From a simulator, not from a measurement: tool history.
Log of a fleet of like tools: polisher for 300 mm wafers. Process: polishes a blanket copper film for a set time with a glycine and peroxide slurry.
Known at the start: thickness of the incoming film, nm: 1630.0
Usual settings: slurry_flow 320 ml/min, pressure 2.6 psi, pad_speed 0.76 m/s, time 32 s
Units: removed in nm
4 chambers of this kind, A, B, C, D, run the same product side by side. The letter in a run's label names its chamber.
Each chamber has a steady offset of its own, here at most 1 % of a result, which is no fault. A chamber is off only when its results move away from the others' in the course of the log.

Run 1B, hour 2.4: usual settings. Result: removed 150.72 nm.
Run 2A, hour 5.3: usual settings. Result: removed 147.13 nm.
Run 3D, hour 8: usual settings. Result: removed 149.14 nm.
Run 4C, hour 10.8: usual settings. Result: removed 147.69 nm.
Run 5A, hour 15.2: usual settings. Result: removed 151.37 nm.
Run 6D, hour 17.5: usual settings. Result: removed 145.65 nm.
At hour 18.5: chamber D: slurry nozzle cleaned.
Run 7B, hour 21.3: usual settings but slurry_flow 385 ml/min, time 24 s. Result: removed 114.1 nm.
Run 8C, hour 23.7: usual settings but slurry_flow 385 ml/min, time 24 s. Result: removed 115.02 nm.
Run 9C, hour 26.4: usual settings but slurry_flow 385 ml/min, time 24 s. Result: removed 115.11 nm.
At hour 27.7: chamber B: worn pad replaced by a new one.
At hour 31.4: chamber A: worn pad replaced by a new one.
Run 10D, hour 31.7: usual settings but slurry_flow 385 ml/min, time 24 s. Result: removed 115.25 nm.
Run 11B, hour 36.1: usual settings but pad_speed 0.94 m/s. Result: removed 176.59 nm.
Run 12A, hour 39.8: usual settings but pad_speed 0.94 m/s. Result: removed 176.84 nm.
Run 13C, hour 42.2: usual settings but pad_speed 0.94 m/s. Result: removed 177.37 nm.
Run 14B, hour 44.8: usual settings but pad_speed 0.94 m/s. Result: removed 178.3 nm.
At hour 46.9: chamber C: worn pad replaced by a new one.
At hour 47.5: chamber A: slurry nozzle cleaned.
Run 15A, hour 48.3: usual settings. Result: removed 153.89 nm.
Run 16D, hour 53.2: usual settings. Result: removed 149.86 nm.
Run 17A, hour 55.6: usual settings. Result: removed 152.45 nm.
Run 18D, hour 60.5: usual settings. Result: removed 147.68 nm.
At hour 62.1: chamber A: head pressure recalibrated.
Run 19C, hour 64.5: usual settings but pressure 2.3 psi. Result: removed 138.18 nm.
Run 20B, hour 69.5: usual settings but pressure 2.3 psi. Result: removed 132.16 nm.
Run 21C, hour 73.8: usual settings but pressure 2.3 psi. Result: removed 136.79 nm.
Run 22A, hour 79: usual settings but pressure 2.3 psi. Result: removed 136.23 nm.
At hour 80.9: chamber B: worn pad replaced by a new one.
Run 23D, hour 82.3: usual settings. Result: removed 140.56 nm.
Run 24B, hour 86.8: usual settings. Result: removed 150.93 nm.
At hour 89.4: chamber A: worn pad replaced by a new one.
Run 25A, hour 91.6: usual settings. Result: removed 149.89 nm.
Run 26B, hour 95.3: usual settings but pressure 3.1 psi. Result: removed 168.12 nm.
Run 27C, hour 98.4: usual settings but pressure 3.1 psi. Result: removed 170.52 nm.
Run 28D, hour 101: usual settings but pressure 3.1 psi. Result: removed 156.95 nm.
Run 29D, hour 105.6: usual settings but pressure 3.1 psi. Result: removed 158.62 nm.
At hour 106.6: chamber C: worn pad replaced by a new one.
Run 30C, hour 108.1: usual settings. Result: removed 149.74 nm.
Run 31B, hour 110.5: usual settings but pressure 2.1 psi. Result: removed 128.09 nm.
Run 32A, hour 113.2: usual settings but pressure 2.1 psi. Result: removed 127.56 nm.
Run 33C, hour 117.3: usual settings but pressure 2.1 psi. Result: removed 126.13 nm.
Run 34A, hour 122.3: usual settings but pressure 2.1 psi. Result: removed 126.33 nm.
Run 35B, hour 127.3: usual settings. Result: removed 151.26 nm.
Run 36D, hour 131.5: usual settings but time 24 s. Result: removed 95.314 nm.

All 4 chambers run these settings next. Forecast each chamber's results:
Run 37A, hour 135.3: usual settings. Result: removed ?.
Run 37B, hour 135.3: usual settings. Result: removed ?.
Run 37C, hour 135.3: usual settings. Result: removed ?.
Run 37D, hour 135.3: usual settings. Result: removed ?.

run  removed
37A   144.44
37B    148.5
37C   149.15
37D   128.67
